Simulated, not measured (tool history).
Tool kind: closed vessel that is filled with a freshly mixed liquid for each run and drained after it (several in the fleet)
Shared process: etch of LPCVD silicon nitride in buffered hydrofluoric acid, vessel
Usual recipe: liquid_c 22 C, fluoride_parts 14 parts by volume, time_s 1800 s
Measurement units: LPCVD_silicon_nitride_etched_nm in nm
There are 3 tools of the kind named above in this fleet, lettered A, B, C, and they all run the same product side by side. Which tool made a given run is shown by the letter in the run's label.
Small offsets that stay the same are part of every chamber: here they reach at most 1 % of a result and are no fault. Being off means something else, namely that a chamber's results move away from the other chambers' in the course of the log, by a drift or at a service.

run   hour  liquid_c  fluoride_parts  time_s  read-back film thickness of the LPCVD silicon nitride reference wafer, read on the same gauge (nm)  LPCVD_silicon_nitride_etched_nm
 1A    4.5        22              14    1800                                                                                              150.01                           17.739
 2B    7.2        22              14    1800                                                                                              150.02                           17.565
 3C   12.2        22              14    1800                                                                                              149.97                            17.62
 4A   16.4        22              14    1800                                                                                              150.02                            17.73
 5B   19.7        22              14    1800                                                                                              149.97                           17.509
 6C   22.7        22              14    1800                                                                                                 150                           17.659
 7B   26.9        22              14    1800                                                                                              149.97                           17.668
 8A   30.4        22              14    1800                                                                                                 150                           17.652
 9C   34.3        22              14    1800                                                                                                 150                           17.559
10A   37.7        22              14    1800                                                                                                 150                           17.365
11B   42.5        22              14    1800                                                                                              149.99                           17.706
12C   45.2        22              14    1800                                                                                              149.98                            17.54
13B   50.3        22              14    1800                                                                                                 150                           17.679
14C   54.6      26.5              11    1800                                                                                              149.99                           28.575
15A   60.4      26.5              11    1800                                                                                              150.02                           27.791
16C     65      26.5              11    1800                                                                                              149.98                           28.757
17A   70.3        22              14    1370                                                                                              150.04                           12.771
18B   73.3        22              14    1370                                                                                              149.98                           13.439
19B   75.8        22              14    1370                                                                                              149.98                           13.433
20C   78.6        22              14    1800                                                                                              150.02                             17.7
21A   84.5        22              14    1800                                                                                                 150                           16.981
22A   87.6        22              14    1800                                                                                              149.98                           16.845
23B   92.2        22              14    1800                                                                                                 150                             17.6
24C   97.2        22               9    1800                                                                                              150.01                           26.552
25C  102.2        22               9    1800                                                                                              150.05                           26.202
26A  105.7        22               9    1800                                                                                              150.01                           24.888
27B  108.6        22              14    1800                                                                                              149.99                           17.519
28B  111.4        22              14    1800                                                                                              149.97                           17.861
29A  117.2        22              14    1800                                                                                              150.04                           16.561

Does one chamber stand apart from the rest, does the shared gauge drift, or is all well apart from small per-chamber offsets? Give the chamber and the most likely cause, where there is one.

It is chamber A that slowly wanders off from its peers.
Most likely cause: liquid colder than its thermometer reads (K) = 1.24.
The log may not separate it from: hydrofluoric acid flow below the setpoint (%).

Here are 4 candidates for chamber A's next run, each the usual settings with a change, their results left as question marks. Which one brings its results back in line with what the others give on the usual settings?
To be in line, a result may differ from the other chambers' mean on the usual settings by at most: LPCVD_silicon_nitride_etched_nm 0.4 nm
30A-1  121.4        22              14    1685                                                                                                                                    ?
30A-2  121.4      22.5              14    1800                                                                                                                                    ?
30A-3  121.4        22              14    1755                                                                                                                                    ?
30A-4  121.4        22              14    1915                                                                                                                                    ?

Other chambers, usual settings, mean: LPCVD_silicon_nitride_etched_nm 17.613 nm
  run  LPCVD_silicon_nitride_etched_nm
30A-1                           15.402
30A-2                           16.918
30A-3                           16.042
30A-4                           17.504
30A-4 is the one that brings the chamber's results back in line with the other chambers.
